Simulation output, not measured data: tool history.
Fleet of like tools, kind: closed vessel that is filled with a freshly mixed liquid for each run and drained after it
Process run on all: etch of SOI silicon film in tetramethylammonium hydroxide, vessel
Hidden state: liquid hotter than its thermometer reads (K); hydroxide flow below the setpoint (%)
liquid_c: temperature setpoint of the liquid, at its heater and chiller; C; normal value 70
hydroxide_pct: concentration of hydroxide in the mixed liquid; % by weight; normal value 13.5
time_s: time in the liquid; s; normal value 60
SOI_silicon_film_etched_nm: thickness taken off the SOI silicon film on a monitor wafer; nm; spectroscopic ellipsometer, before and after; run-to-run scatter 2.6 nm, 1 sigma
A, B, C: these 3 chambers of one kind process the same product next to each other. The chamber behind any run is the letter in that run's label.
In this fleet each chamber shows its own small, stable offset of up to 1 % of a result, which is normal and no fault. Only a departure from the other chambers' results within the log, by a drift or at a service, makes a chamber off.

| run | hour | liquid_c | hydroxide_pct | time_s | hours since the thermometer was replaced | hours since the hydroxide flow meter was replaced | read-back film thickness of the SOI silicon film reference wafer, read on the same gauge (nm) | SOI_silicon_film_etched_nm |
|---|---|---|---|---|---|---|---|---|
| 1B | 8.9 | 70 | 13.5 | 60 | 734.9 | 1046.4 | 69.981 | 380.63 |
| 2C | 20.6 | 70 | 13.5 | 60 | 1021.2 | 71.8 | 70.011 | 386.24 |
| 3A | 33.4 | 70 | 13.5 | 60 | 905.1 | 1623.2 | 69.976 | 380.32 |
| 4C | 45.2 | 70 | 13.5 | 60 | 1045.8 | 96.4 | 69.98 | 383.89 |
| 5B | 53.8 | 70 | 13.5 | 60 | 779.8 | 1091.3 | 69.955 | 383.13 |
|  | 54.1 | chamber C: thermometer replaced |
| 6A | 64.7 | 70 | 13.5 | 60 | 936.4 | 1654.5 | 69.993 | 381.61 |
| 7A | 71 | 70 | 13.5 | 60 | 942.7 | 1660.8 | 69.947 | 386.41 |
| 8C | 83.6 | 70 | 13.5 | 60 | 29.5 | 134.8 | 69.982 | 386.13 |
| 9B | 95.9 | 70 | 13.5 | 60 | 821.9 | 1133.4 | 69.995 | 385.38 |
| 10A | 103.1 | 63 | 13.5 | 60 | 974.8 | 1692.9 | 70.012 | 251.25 |
|  | 114.7 | chamber A: hydroxide flow meter replaced |
| 11C | 114.8 | 63 | 13.5 | 60 | 60.7 | 166 | 70.002 | 250.97 |
| 12B | 125.7 | 63 | 13.5 | 60 | 851.7 | 1163.2 | 70.004 | 251.61 |
| 13A | 133.5 | 70 | 13.5 | 60 | 1005.2 | 18.8 | 69.977 | 387.62 |
|  | 143.6 | chamber B: hydroxide flow meter replaced |
| 14C | 145.2 | 70 | 13.5 | 60 | 91.1 | 196.4 | 69.978 | 378.52 |
| 15B | 154.5 | 70 | 13.5 | 60 | 880.5 | 10.9 | 69.993 | 383.49 |
| 16C | 164.3 | 70 | 13.5 | 60 | 110.2 | 215.5 | 70.01 | 382.6 |
| 17A | 170.2 | 70 | 13.5 | 60 | 1041.9 | 55.5 | 69.951 | 389.72 |
| 18B | 177.8 | 70 | 13.5 | 60 | 903.8 | 34.2 | 69.977 | 382.64 |
| 19B | 187.6 | 70 | 13.5 | 60 | 913.6 | 44 | 70.048 | 383.28 |
| 20A | 199.9 | 70 | 13.5 | 60 | 1071.6 | 85.2 | 70.004 | 397.92 |
| 21C | 206.3 | 70 | 13.5 | 60 | 152.2 | 257.5 | 69.968 | 380.62 |
| 22B | 214.9 | 70 | 13.5 | 60 | 940.9 | 71.3 | 70.002 | 387.49 |
| 23A | 227.4 | 70 | 13.5 | 60 | 1099.1 | 112.7 | 70.006 | 398.66 |
| 24C | 234.6 | 70 | 13.5 | 60 | 180.5 | 285.8 | 70.01 | 382.79 |
| 25C | 242.8 | 70 | 17 | 60 | 188.7 | 294 | 69.972 | 349.54 |
| 26A | 251.2 | 70 | 17 | 60 | 1122.9 | 136.5 | 69.995 | 363.85 |
| 27B | 257.5 | 70 | 17 | 60 | 983.5 | 113.9 | 70.014 | 343.97 |
| 28A | 266 | 70 | 17 | 60 | 1137.7 | 151.3 | 70.004 | 367.16 |
| 29C | 276.1 | 70 | 17 | 60 | 222 | 327.3 | 69.984 | 348.55 |

Is one chamber off against the others, does the gauge drift, or is nothing wrong? If a chamber is off, say which, and what the likeliest cause is.

It is chamber A that slowly wanders off from its peers.
Cause: liquid hotter than its thermometer reads (K) = 1.12.

Which of the 4 candidates below, each the usual settings with something changed and its results left as question marks, puts chamber A back in line with what the other chambers give on the usual settings?
In-line tolerance around the mean of the other chambers on the usual settings: SOI_silicon_film_etched_nm 9 nm
| 30A-1 | 285.3 | 70 | 10.5 | 60 |  |  |  | ? |
| 30A-2 | 285.3 | 70 | 17 | 60 |  |  |  | ? |
| 30A-3 | 285.3 | 71 | 13.5 | 60 |  |  |  | ? |
| 30A-4 | 285.3 | 69 | 13.5 | 60 |  |  |  | ? |

What the other chambers average on the usual settings: SOI_silicon_film_etched_nm 383.59 nm
| run | SOI_silicon_film_etched_nm |
|---|---|
| 30A-1 | 450.08 |
| 30A-2 | 368.32 |
| 30A-3 | 431.06 |
| 30A-4 | 383.37 |
With 30A-4, the chamber falls back in line with the rest.
